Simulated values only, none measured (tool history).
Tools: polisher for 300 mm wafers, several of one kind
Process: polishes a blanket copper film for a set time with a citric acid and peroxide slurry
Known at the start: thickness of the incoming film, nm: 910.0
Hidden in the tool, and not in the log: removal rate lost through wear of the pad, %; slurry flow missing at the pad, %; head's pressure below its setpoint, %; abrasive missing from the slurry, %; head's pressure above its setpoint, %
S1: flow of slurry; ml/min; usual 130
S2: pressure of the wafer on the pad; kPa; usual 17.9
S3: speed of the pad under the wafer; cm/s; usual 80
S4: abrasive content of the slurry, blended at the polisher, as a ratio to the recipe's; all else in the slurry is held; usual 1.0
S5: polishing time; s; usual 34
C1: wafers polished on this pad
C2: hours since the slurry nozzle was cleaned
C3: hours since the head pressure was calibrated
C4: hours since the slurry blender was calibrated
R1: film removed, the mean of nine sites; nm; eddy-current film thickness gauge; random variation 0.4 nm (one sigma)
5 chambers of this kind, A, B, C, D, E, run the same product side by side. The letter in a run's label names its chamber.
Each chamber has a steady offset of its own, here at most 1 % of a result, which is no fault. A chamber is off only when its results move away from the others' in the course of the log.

-- hour=4.6 chamber B: worn pad replaced by a new one
run 1A hour=5.9 | S1=130 S2=17.9 S3=80 S4=1.0 S5=34 | C1=923 C2=54.4 C3=292.2 C4=76.2 | R1=57.616
run 2C hour=12.6 | S1=130 S2=17.9 S3=80 S4=1.0 S5=34 | C1=263 C2=481.5 C3=90.9 C4=288.4 | R1=57.605
run 3B hour=24.3 | S1=130 S2=17.9 S3=80 S4=1.0 S5=34 | C1=228 C2=552.6 C3=674.1 C4=56.9 | R1=57.292
-- hour=28.2 chamber D: worn pad replaced by a new one
-- hour=29.8 chamber C: slurry blender recalibrated
run 4E hour=34.7 | S1=130 S2=17.9 S3=80 S4=1.0 S5=34 | C1=500 C2=108.6 C3=219.7 C4=159.2 | R1=56.666
run 5D hour=43.9 | S1=130 S2=17.9 S3=80 S4=1.0 S5=34 | C1=182 C2=332.2 C3=198.6 C4=142.7 | R1=56.577
-- hour=46.4 chamber A: worn pad replaced by a new one
run 6E hour=53.6 | S1=130 S2=20.7 S3=80 S4=0.8 S5=34 | C1=719 C2=127.5 C3=238.6 C4=178.1 | R1=61.500
-- hour=58.0 chamber A: slurry blender recalibrated
run 7B hour=65.4 | S1=130 S2=20.7 S3=80 S4=0.8 S5=34 | C1=705 C2=593.7 C3=715.2 C4=98.0 | R1=63.296
run 8D hour=72.5 | S1=130 S2=20.7 S3=80 S4=0.8 S5=34 | C1=513 C2=360.8 C3=227.2 C4=171.3 | R1=61.711
-- hour=79.6 chamber C: worn pad replaced by a new one
run 9C hour=82.4 | S1=130 S2=20.7 S3=80 S4=0.8 S5=34 | C1=32 C2=551.3 C3=160.7 C4=52.7 | R1=62.651
-- hour=83.6 chamber B: worn pad replaced by a new one
-- hour=93.0 chamber B: slurry blender recalibrated
run 10A hour=94.4 | S1=130 S2=20.7 S3=80 S4=0.8 S5=34 | C1=556 C2=142.9 C3=380.7 C4=36.5 | R1=62.851
-- hour=98.7 chamber E: worn pad replaced by a new one
run 11C hour=105.5 | S1=130 S2=20.0 S3=92 S4=1.0 S5=34 | C1=300 C2=574.4 C3=183.8 C4=75.8 | R1=72.895
-- hour=114.8 chamber D: worn pad replaced by a new one
run 12A hour=117.3 | S1=130 S2=20.0 S3=92 S4=1.0 S5=34 | C1=822 C2=165.8 C3=403.6 C4=59.4 | R1=74.305
-- hour=122.4 chamber D: head pressure recalibrated
run 13D hour=130.2 | S1=130 S2=20.0 S3=92 S4=1.0 S5=34 | C1=179 C2=418.5 C3=7.9 C4=229.0 | R1=70.321
run 14B hour=142.5 | S1=130 S2=20.0 S3=92 S4=1.0 S5=34 | C1=683 C2=670.8 C3=792.3 C4=49.6 | R1=73.840
run 15E hour=149.3 | S1=130 S2=20.0 S3=92 S4=1.0 S5=34 | C1=587 C2=223.2 C3=334.3 C4=273.8 | R1=71.764
-- hour=158.1 chamber A: worn pad replaced by a new one
-- hour=158.4 chamber C: worn pad replaced by a new one
run 16E hour=160.2 | S1=130 S2=17.9 S3=80 S4=1.0 S5=34 | C1=713 C2=234.1 C3=345.2 C4=284.7 | R1=56.976
-- hour=160.5 chamber B: worn pad replaced by a new one
-- hour=161.0 chamber E: slurry blender recalibrated
run 17A hour=170.5 | S1=130 S2=17.9 S3=80 S4=1.0 S5=34 | C1=144 C2=219.0 C3=456.8 C4=112.6 | R1=57.850
-- hour=172.8 chamber C: slurry nozzle cleaned
run 18D hour=181.7 | S1=130 S2=17.9 S3=80 S4=1.0 S5=34 | C1=776 C2=470.0 C3=59.4 C4=280.5 | R1=55.373
-- hour=187.2 chamber A: slurry blender recalibrated
run 19C hour=192.4 | S1=90 S2=17.9 S3=80 S4=1.0 S5=30 | C1=394 C2=19.6 C3=270.7 C4=162.7 | R1=46.879
-- hour=193.3 chamber D: worn pad replaced by a new one
run 20B hour=198.4 | S1=90 S2=17.9 S3=80 S4=1.0 S5=30 | C1=439 C2=726.7 C3=848.2 C4=105.5 | R1=46.523
run 21C hour=209.9 | S1=90 S2=17.9 S3=80 S4=1.0 S5=30 | C1=597 C2=37.1 C3=288.2 C4=180.2 | R1=46.355
run 22B hour=215.9 | S1=90 S2=17.9 S3=80 S4=1.0 S5=30 | C1=642 C2=744.2 C3=865.7 C4=123.0 | R1=47.265
-- hour=220.4 chamber B: slurry blender recalibrated
-- hour=220.8 chamber E: worn pad replaced by a new one
run 23A hour=226.3 | S1=90 S2=17.9 S3=80 S4=1.0 S5=30 | C1=791 C2=274.8 C3=512.6 C4=39.2 | R1=45.743
-- hour=232.7 chamber C: worn pad replaced by a new one
run 24D hour=235.6 | S1=130 S2=17.9 S3=80 S4=1.0 S5=34 | C1=491 C2=523.9 C3=113.3 C4=334.4 | R1=54.866
-- hour=242.4 chamber B: worn pad replaced by a new one
run 25E hour=244.1 | S1=130 S2=17.9 S3=80 S4=1.0 S5=34 | C1=271 C2=318.0 C3=429.1 C4=83.2 | R1=56.542
run 26C hour=255.9 | S1=130 S2=17.9 S3=80 S4=1.0 S5=34 | C1=269 C2=83.1 C3=334.2 C4=226.2 | R1=57.553
-- hour=259.9 chamber B: slurry nozzle cleaned
run 27B hour=266.4 | S1=130 S2=17.9 S3=80 S4=1.2 S5=42 | C1=278 C2=6.5 C3=916.2 C4=46.0 | R1=73.049
-- hour=272.7 chamber D: worn pad replaced by a new one
-- hour=274.6 chamber D: slurry nozzle cleaned
run 28D hour=274.9 | S1=130 S2=17.9 S3=80 S4=1.2 S5=42 | C1=25 C2=0.3 C3=152.6 C4=373.7 | R1=71.417
-- hour=281.6 chamber A: worn pad replaced by a new one
run 29A hour=286.1 | S1=130 S2=17.9 S3=80 S4=1.2 S5=42 | C1=53 C2=334.6 C3=572.4 C4=99.0 | R1=73.312
-- hour=288.9 chamber A: slurry blender recalibrated
run 30E hour=297.9 | S1=130 S2=17.9 S3=80 S4=1.2 S5=42 | C1=894 C2=371.8 C3=482.9 C4=137.0 | R1=71.843
run 31E hour=304.6 | S1=130 S2=17.9 S3=80 S4=1.2 S5=42 | C1=972 C2=378.5 C3=489.6 C4=143.7 | R1=72.945
run 32C hour=312.0 | S1=130 S2=17.9 S3=80 S4=1.0 S5=34 | C1=919 C2=139.2 C3=390.3 C4=282.3 | R1=57.926
-- hour=313.1 chamber C: worn pad replaced by a new one
-- hour=321.6 chamber B: worn pad replaced by a new one
run 33D hour=323.4 | S1=130 S2=17.9 S3=80 S4=1.0 S5=34 | C1=588 C2=48.8 C3=201.1 C4=422.2 | R1=54.176
run 34A hour=334.8 | S1=130 S2=17.9 S3=80 S4=1.0 S5=34 | C1=617 C2=383.3 C3=621.1 C4=46.0 | R1=57.016
-- hour=339.2 chamber E: worn pad replaced by a new one
-- hour=339.6 chamber C: slurry blender recalibrated
run 35B hour=346.4 | S1=130 S2=17.9 S3=80 S4=1.0 S5=34 | C1=288 C2=86.5 C3=996.2 C4=126.0 | R1=57.061
run 36D hour=352.3 | S1=130 S2=17.9 S3=80 S4=1.0 S5=34 | C1=923 C2=77.7 C3=230.0 C4=451.1 | R1=53.350
-- hour=352.4 chamber A: head pressure recalibrated
-- hour=355.3 chamber B: slurry blender recalibrated
run 37C hour=362.0 | S1=130 S2=20.7 S3=80 S4=1.0 S5=34 | C1=567 C2=189.2 C3=440.3 C4=22.5 | R1=66.598
run 38E hour=369.5 | S1=130 S2=20.7 S3=80 S4=1.0 S5=34 | C1=352 C2=443.4 C3=554.5 C4=208.6 | R1=64.800
-- hour=379.2 chamber A: worn pad replaced by a new one
run 39B hour=382.0 | S1=130 S2=20.7 S3=80 S4=1.0 S5=34 | C1=701 C2=122.1 C3=1031.8 C4=26.7 | R1=66.213
run 40A hour=389.1 | S1=130 S2=20.7 S3=80 S4=1.0 S5=34 | C1=115 C2=437.6 C3=36.7 C4=100.3 | R1=64.452

Next, every chamber runs the same settings. What will each give?
run 41A hour=398.7 | S1=130 S2=17.9 S3=80 S4=1.0 S5=34 | R1=?
run 41B hour=398.7 | S1=130 S2=17.9 S3=80 S4=1.0 S5=34 | R1=?
run 41C hour=398.7 | S1=130 S2=17.9 S3=80 S4=1.0 S5=34 | R1=?
run 41D hour=398.7 | S1=130 S2=17.9 S3=80 S4=1.0 S5=34 | R1=?
run 41E hour=398.7 | S1=130 S2=17.9 S3=80 S4=1.0 S5=34 | R1=?

run=41A R1=57.178
run=41B R1=57.738
run=41C R1=56.823
run=41D R1=53.407
run=41E R1=56.852

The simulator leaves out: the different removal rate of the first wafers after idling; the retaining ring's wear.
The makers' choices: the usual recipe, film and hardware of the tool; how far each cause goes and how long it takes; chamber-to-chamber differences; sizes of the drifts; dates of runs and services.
